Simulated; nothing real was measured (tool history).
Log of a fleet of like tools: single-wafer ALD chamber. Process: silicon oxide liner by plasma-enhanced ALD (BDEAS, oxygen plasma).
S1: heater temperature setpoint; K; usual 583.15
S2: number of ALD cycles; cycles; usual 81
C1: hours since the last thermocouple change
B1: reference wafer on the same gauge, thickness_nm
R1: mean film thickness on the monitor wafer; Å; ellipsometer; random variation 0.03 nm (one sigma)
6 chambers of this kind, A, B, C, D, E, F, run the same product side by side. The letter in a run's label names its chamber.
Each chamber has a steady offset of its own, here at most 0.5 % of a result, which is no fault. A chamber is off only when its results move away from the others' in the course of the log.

Run 1F, hour 9: usual settings; C1 645.1; B1 6.8688. Result: R1 74.038 Å.
Run 2B, hour 19: usual settings; C1 1510.4; B1 6.8562. Result: R1 74.887 Å.
Run 3A, hour 24.8: usual settings; C1 673.2; B1 6.8572. Result: R1 73.83 Å.
Run 4E, hour 35.4: usual settings; C1 950.8; B1 6.8645. Result: R1 74.699 Å.
Run 5D, hour 45.9: usual settings; C1 909.9; B1 6.8618. Result: R1 74.13 Å.
Run 6C, hour 53.8: usual settings; C1 1695.8; B1 6.866. Result: R1 74.133 Å.
Run 7F, hour 61.6: usual settings; C1 697.7; B1 6.8647. Result: R1 74.103 Å.
Run 8E, hour 68.4: usual settings; C1 983.8; B1 6.865. Result: R1 74.247 Å.
Run 9A, hour 74.6: usual settings; C1 723; B1 6.8587. Result: R1 74.165 Å.
At hour 80.7: chamber C: thermocouple changed; heater temperature recalibrated.
Run 10B, hour 81.3: usual settings; C1 1572.7; B1 6.8647. Result: R1 74.634 Å.
Run 11C, hour 86.9: usual settings; C1 6.2; B1 6.8579. Result: R1 74.586 Å.
Run 12D, hour 93.9: usual settings; C1 957.9; B1 6.8583. Result: R1 74.519 Å.
Run 13D, hour 101.9: usual settings; C1 965.9; B1 6.864. Result: R1 74.935 Å.
Run 14C, hour 110.7: usual settings; C1 30; B1 6.851. Result: R1 74.597 Å.
Run 15B, hour 116.2: usual settings; C1 1607.6; B1 6.8664. Result: R1 75.296 Å.
Run 16A, hour 125: usual settings but S2 87 cycles; C1 773.4; B1 6.858. Result: R1 79.235 Å.
Run 17E, hour 134.3: usual settings but S2 87 cycles; C1 1049.7; B1 6.8622. Result: R1 80.293 Å.
Run 18F, hour 141.3: usual settings but S2 87 cycles; C1 777.4; B1 6.8555. Result: R1 79.265 Å.
Run 19D, hour 151.3: usual settings but S2 87 cycles; C1 1015.3; B1 6.8594. Result: R1 80.092 Å.
Run 20E, hour 157.3: usual settings but S2 87 cycles; C1 1072.7; B1 6.8652. Result: R1 80.078 Å.
Run 21F, hour 164.9: usual settings but S2 87 cycles; C1 801; B1 6.8571. Result: R1 79.833 Å.
Run 22B, hour 170.7: usual settings; C1 1662.1; B1 6.8596. Result: R1 74.993 Å.
Run 23C, hour 177.3: usual settings; C1 96.6; B1 6.8605. Result: R1 74.501 Å.
Run 24A, hour 184.2: usual settings; C1 832.6; B1 6.8649. Result: R1 74.19 Å.
Run 25B, hour 194.3: usual settings but S2 67 cycles; C1 1685.7; B1 6.8638. Result: R1 62.243 Å.
Run 26E, hour 204.6: usual settings but S2 67 cycles; C1 1120; B1 6.8617. Result: R1 61.829 Å.
Run 27D, hour 210.5: usual settings but S2 67 cycles; C1 1074.5; B1 6.855. Result: R1 61.394 Å.
Run 28C, hour 218.7: usual settings but S2 67 cycles; C1 138; B1 6.8657. Result: R1 61.747 Å.
Run 29F, hour 229: usual settings but S2 67 cycles; C1 865.1; B1 6.8604. Result: R1 61.18 Å.
Run 30A, hour 236: usual settings but S2 67 cycles; C1 884.4; B1 6.8674. Result: R1 60.918 Å.
Run 31D, hour 244.3: usual settings; C1 1108.3; B1 6.8617. Result: R1 74.167 Å.
At hour 253.4: chamber F: thermocouple changed; heater temperature recalibrated.
Run 32E, hour 254: usual settings; C1 1169.4; B1 6.8548. Result: R1 74.708 Å.
Run 33C, hour 261.6: usual settings; C1 180.9; B1 6.8598. Result: R1 74.395 Å.
Run 34A, hour 270.2: usual settings; C1 918.6; B1 6.8608. Result: R1 73.846 Å.
Run 35B, hour 276.2: usual settings; C1 1767.6; B1 6.8594. Result: R1 74.946 Å.
Run 36F, hour 286.6: usual settings; C1 33.3; B1 6.8623. Result: R1 74.013 Å.
Run 37A, hour 295.9: usual settings; C1 944.3; B1 6.8606. Result: R1 73.733 Å.
Run 38B, hour 305.2: usual settings; C1 1796.6; B1 6.8585. Result: R1 74.613 Å.
Run 39F, hour 311.9: usual settings; C1 58.6; B1 6.8655. Result: R1 74.503 Å.
Run 40E, hour 320.5: usual settings; C1 1235.9; B1 6.8596. Result: R1 74.604 Å.

Is one chamber off against the others, does the gauge drift, or is nothing wrong? If a chamber is off, say which, and what the likeliest cause is.

No chamber stands off beyond its own small offset, and the gauge holds steady.
